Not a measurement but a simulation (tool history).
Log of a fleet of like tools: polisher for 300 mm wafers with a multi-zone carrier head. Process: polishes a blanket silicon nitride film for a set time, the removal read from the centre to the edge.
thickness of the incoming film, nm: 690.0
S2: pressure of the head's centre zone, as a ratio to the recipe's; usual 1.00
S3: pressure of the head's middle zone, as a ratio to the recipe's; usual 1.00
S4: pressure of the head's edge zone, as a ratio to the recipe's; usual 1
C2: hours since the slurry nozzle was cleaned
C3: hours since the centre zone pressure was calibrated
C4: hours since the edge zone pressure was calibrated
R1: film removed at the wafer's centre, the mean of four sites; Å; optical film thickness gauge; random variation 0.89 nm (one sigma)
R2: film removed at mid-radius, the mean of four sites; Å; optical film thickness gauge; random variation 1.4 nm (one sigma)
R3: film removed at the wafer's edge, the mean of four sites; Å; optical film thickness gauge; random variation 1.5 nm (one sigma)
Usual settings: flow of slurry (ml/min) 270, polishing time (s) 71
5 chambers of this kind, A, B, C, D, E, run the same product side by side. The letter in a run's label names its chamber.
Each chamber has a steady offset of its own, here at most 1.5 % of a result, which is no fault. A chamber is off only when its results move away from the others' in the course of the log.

-- hour=0.4 chamber E: worn pad replaced by a new one
-- hour=5.3 chamber A: worn pad replaced by a new one
run 1D hour=8.2 | flow_of_slurry_(ml/min)=270 S2=1.00 S3=1.00 S4=1 polishing_time_(s)=71 | wafers_polished_on_this_pad=847 C2=29.3 C3=178.3 C4=61.8 | R1=1370.20 R2=1349.20 R3=1349.00
-- hour=9.0 chamber B: worn pad replaced by a new one
run 2A hour=14.3 | flow_of_slurry_(ml/min)=270 S2=1.00 S3=1.00 S4=1 polishing_time_(s)=71 | wafers_polished_on_this_pad=128 C2=451.5 C3=596.6 C4=485.3 | R1=1342.90 R2=1372.30 R3=1333.60
run 3B hour=23.6 | flow_of_slurry_(ml/min)=270 S2=1.00 S3=1.00 S4=1 polishing_time_(s)=71 | wafers_polished_on_this_pad=207 C2=105.4 C3=59.1 C4=785.2 | R1=1350.30 R2=1354.50 R3=1341.90
run 4E hour=33.2 | flow_of_slurry_(ml/min)=270 S2=1.00 S3=1.00 S4=1 polishing_time_(s)=71 | wafers_polished_on_this_pad=464 C2=136.3 C3=515.1 C4=306.8 | R1=1354.60 R2=1328.60 R3=1366.20
run 5C hour=44.9 | flow_of_slurry_(ml/min)=270 S2=0.89 S3=1.00 S4=1 polishing_time_(s)=50 | wafers_polished_on_this_pad=936 C2=260.2 C3=892.7 C4=712.5 | R1=833.79 R2=970.78 R3=955.49
-- hour=53.2 chamber D: worn pad replaced by a new one
-- hour=56.0 chamber C: slurry nozzle cleaned
run 6E hour=56.1 | flow_of_slurry_(ml/min)=270 S2=0.89 S3=1.00 S4=1 polishing_time_(s)=50 | wafers_polished_on_this_pad=787 C2=159.2 C3=538.0 C4=329.7 | R1=844.19 R2=952.67 R3=946.61
-- hour=60.5 chamber E: worn pad replaced by a new one
run 7D hour=68.8 | flow_of_slurry_(ml/min)=270 S2=0.89 S3=1.00 S4=1 polishing_time_(s)=50 | wafers_polished_on_this_pad=221 C2=89.9 C3=238.9 C4=122.4 | R1=833.68 R2=954.44 R3=957.24
-- hour=69.0 chamber B: worn pad replaced by a new one
-- hour=72.5 chamber A: worn pad replaced by a new one
-- hour=79.7 chamber E: centre zone pressure recalibrated
run 8A hour=81.4 | flow_of_slurry_(ml/min)=270 S2=0.89 S3=1.00 S4=1 polishing_time_(s)=50 | wafers_polished_on_this_pad=125 C2=518.6 C3=663.7 C4=552.4 | R1=833.41 R2=963.81 R3=960.44
-- hour=88.2 chamber C: worn pad replaced by a new one
run 9B hour=88.7 | flow_of_slurry_(ml/min)=270 S2=0.89 S3=1.00 S4=1 polishing_time_(s)=50 | wafers_polished_on_this_pad=278 C2=170.5 C3=124.2 C4=850.3 | R1=836.20 R2=973.94 R3=975.19
-- hour=88.8 chamber B: edge zone pressure recalibrated
run 10C hour=98.6 | flow_of_slurry_(ml/min)=270 S2=1.00 S3=1.00 S4=1 polishing_time_(s)=71 | wafers_polished_on_this_pad=147 C2=42.6 C3=946.4 C4=766.2 | R1=1338.70 R2=1365.00 R3=1395.20
run 11B hour=111.1 | flow_of_slurry_(ml/min)=270 S2=1.00 S3=1.00 S4=1 polishing_time_(s)=71 | wafers_polished_on_this_pad=594 C2=192.9 C3=146.6 C4=22.4 | R1=1339.40 R2=1355.60 R3=1373.40
-- hour=114.4 chamber A: edge zone pressure recalibrated
-- hour=118.2 chamber C: edge zone pressure recalibrated
run 12E hour=118.7 | flow_of_slurry_(ml/min)=270 S2=1.00 S3=1.00 S4=1 polishing_time_(s)=71 | wafers_polished_on_this_pad=821 C2=221.8 C3=39.0 C4=392.3 | R1=1351.00 R2=1364.20 R3=1312.70
-- hour=121.4 chamber A: centre zone pressure recalibrated
-- hour=123.1 chamber E: worn pad replaced by a new one
run 13A hour=124.9 | flow_of_slurry_(ml/min)=270 S2=1.00 S3=1.00 S4=1 polishing_time_(s)=71 | wafers_polished_on_this_pad=739 C2=562.1 C3=3.5 C4=10.6 | R1=1253.40 R2=1373.80 R3=1345.80
run 14D hour=135.8 | flow_of_slurry_(ml/min)=270 S2=1.00 S3=1.00 S4=1 polishing_time_(s)=71 | wafers_polished_on_this_pad=1166 C2=156.9 C3=305.9 C4=189.4 | R1=1331.80 R2=1354.70 R3=1359.60
-- hour=136.6 chamber B: worn pad replaced by a new one
-- hour=137.5 chamber A: worn pad replaced by a new one
-- hour=139.4 chamber C: centre zone pressure recalibrated
run 15C hour=145.4 | flow_of_slurry_(ml/min)=270 S2=1.00 S3=1.00 S4=1 polishing_time_(s)=71 | wafers_polished_on_this_pad=808 C2=89.4 C3=6.1 C4=27.3 | R1=1349.70 R2=1356.60 R3=1374.70
run 16E hour=155.8 | flow_of_slurry_(ml/min)=270 S2=1.00 S3=1.00 S4=1 polishing_time_(s)=71 | wafers_polished_on_this_pad=462 C2=258.9 C3=76.1 C4=429.4 | R1=1357.70 R2=1348.10 R3=1370.30
-- hour=157.2 chamber E: slurry nozzle cleaned
-- hour=162.4 chamber D: worn pad replaced by a new one
run 17D hour=166.1 | flow_of_slurry_(ml/min)=270 S2=1.00 S3=0.94 S4=1 polishing_time_(s)=71 | wafers_polished_on_this_pad=53 C2=187.2 C3=336.2 C4=219.7 | R1=1346.90 R2=1299.70 R3=1362.60
run 18B hour=175.2 | flow_of_slurry_(ml/min)=270 S2=1.00 S3=0.94 S4=1 polishing_time_(s)=71 | wafers_polished_on_this_pad=545 C2=257.0 C3=210.7 C4=86.5 | R1=1340.00 R2=1257.80 R3=1362.50
-- hour=176.4 chamber D: centre zone pressure recalibrated
-- hour=182.7 chamber E: worn pad replaced by a new one
run 19A hour=186.2 | flow_of_slurry_(ml/min)=270 S2=1.00 S3=0.94 S4=1 polishing_time_(s)=71 | wafers_polished_on_this_pad=688 C2=623.4 C3=64.8 C4=71.9 | R1=1245.20 R2=1297.10 R3=1341.50
-- hour=192.3 chamber B: worn pad replaced by a new one
run 20C hour=193.9 | flow_of_slurry_(ml/min)=270 S2=1.00 S3=0.94 S4=1 polishing_time_(s)=71 | wafers_polished_on_this_pad=1492 C2=137.9 C3=54.6 C4=75.8 | R1=1354.50 R2=1293.20 R3=1360.90
-- hour=194.5 chamber C: worn pad replaced by a new one
-- hour=195.8 chamber A: worn pad replaced by a new one
run 21E hour=205.0 | flow_of_slurry_(ml/min)=270 S2=1.00 S3=0.94 S4=1 polishing_time_(s)=71 | wafers_polished_on_this_pad=315 C2=47.9 C3=125.3 C4=478.6 | R1=1362.80 R2=1275.20 R3=1362.20
run 22C hour=212.1 | flow_of_slurry_(ml/min)=270 S2=1.00 S3=1.00 S4=1 polishing_time_(s)=71 | wafers_polished_on_this_pad=248 C2=156.1 C3=72.8 C4=94.0 | R1=1359.50 R2=1361.10 R3=1344.70
run 23D hour=221.3 | flow_of_slurry_(ml/min)=270 S2=1.00 S3=1.00 S4=1 polishing_time_(s)=71 | wafers_polished_on_this_pad=832 C2=242.4 C3=44.9 C4=274.9 | R1=1343.00 R2=1347.70 R3=1376.00
run 24A hour=228.0 | flow_of_slurry_(ml/min)=270 S2=1.00 S3=1.00 S4=1 polishing_time_(s)=71 | wafers_polished_on_this_pad=455 C2=665.2 C3=106.6 C4=113.7 | R1=1236.60 R2=1382.90 R3=1382.60
-- hour=239.9 chamber E: worn pad replaced by a new one
run 25B hour=240.0 | flow_of_slurry_(ml/min)=270 S2=1.00 S3=1.00 S4=1 polishing_time_(s)=71 | wafers_polished_on_this_pad=673 C2=321.8 C3=275.5 C4=151.3 | R1=1344.50 R2=1364.40 R3=1355.80
run 26B hour=248.4 | flow_of_slurry_(ml/min)=270 S2=1.00 S3=1.00 S4=1 polishing_time_(s)=71 | wafers_polished_on_this_pad=792 C2=330.2 C3=283.9 C4=159.7 | R1=1334.20 R2=1356.90 R3=1355.10
-- hour=250.3 chamber B: worn pad replaced by a new one
run 27A hour=254.5 | flow_of_slurry_(ml/min)=270 S2=1.00 S3=1.00 S4=1 polishing_time_(s)=71 | wafers_polished_on_this_pad=829 C2=691.7 C3=133.1 C4=140.2 | R1=1241.30 R2=1367.50 R3=1369.20
-- hour=256.7 chamber D: worn pad replaced by a new one
run 28E hour=260.2 | flow_of_slurry_(ml/min)=270 S2=1.00 S3=1.00 S4=1 polishing_time_(s)=71 | wafers_polished_on_this_pad=286 C2=103.1 C3=180.5 C4=533.8 | R1=1365.60 R2=1332.50 R3=1354.80
run 29D hour=270.1 | flow_of_slurry_(ml/min)=270 S2=1.00 S3=1.00 S4=1 polishing_time_(s)=71 | wafers_polished_on_this_pad=190 C2=291.2 C3=93.7 C4=323.7 | R1=1346.40 R2=1344.80 R3=1365.60
run 30C hour=275.6 | flow_of_slurry_(ml/min)=270 S2=1.00 S3=1.00 S4=1 polishing_time_(s)=71 | wafers_polished_on_this_pad=1144 C2=219.6 C3=136.3 C4=157.5 | R1=1346.60 R2=1363.50 R3=1366.90
run 31B hour=286.8 | flow_of_slurry_(ml/min)=270 S2=1.00 S3=1.00 S4=1 polishing_time_(s)=71 | wafers_polished_on_this_pad=516 C2=368.6 C3=322.3 C4=198.1 | R1=1343.30 R2=1372.40 R3=1358.50
-- hour=296.4 chamber E: worn pad replaced by a new one
run 32E hour=298.8 | flow_of_slurry_(ml/min)=270 S2=1.00 S3=1.00 S4=1 polishing_time_(s)=71 | wafers_polished_on_this_pad=34 C2=141.7 C3=219.1 C4=572.4 | R1=1334.00 R2=1344.30 R3=1349.90

Next, every chamber runs the same settings. What will each give?
run 33A hour=307.9 | flow_of_slurry_(ml/min)=270 S2=1.00 S3=1.00 S4=1 polishing_time_(s)=71 | R1=? R2=? R3=?
run 33B hour=307.9 | flow_of_slurry_(ml/min)=270 S2=1.00 S3=1.00 S4=1 polishing_time_(s)=71 | R1=? R2=? R3=?
run 33C hour=307.9 | flow_of_slurry_(ml/min)=270 S2=1.00 S3=1.00 S4=1 polishing_time_(s)=71 | R1=? R2=? R3=?
run 33D hour=307.9 | flow_of_slurry_(ml/min)=270 S2=1.00 S3=1.00 S4=1 polishing_time_(s)=71 | R1=? R2=? R3=?
run 33E hour=307.9 | flow_of_slurry_(ml/min)=270 S2=1.00 S3=1.00 S4=1 polishing_time_(s)=71 | R1=? R2=? R3=?

run=33A R1=1231.90 R2=1398.20 R3=1358.50
run=33B R1=1344.40 R2=1380.10 R3=1357.40
run=33C R1=1351.10 R2=1401.40 R3=1335.80
run=33D R1=1345.00 R2=1346.00 R3=1364.90
run=33E R1=1338.70 R2=1357.60 R3=1357.10
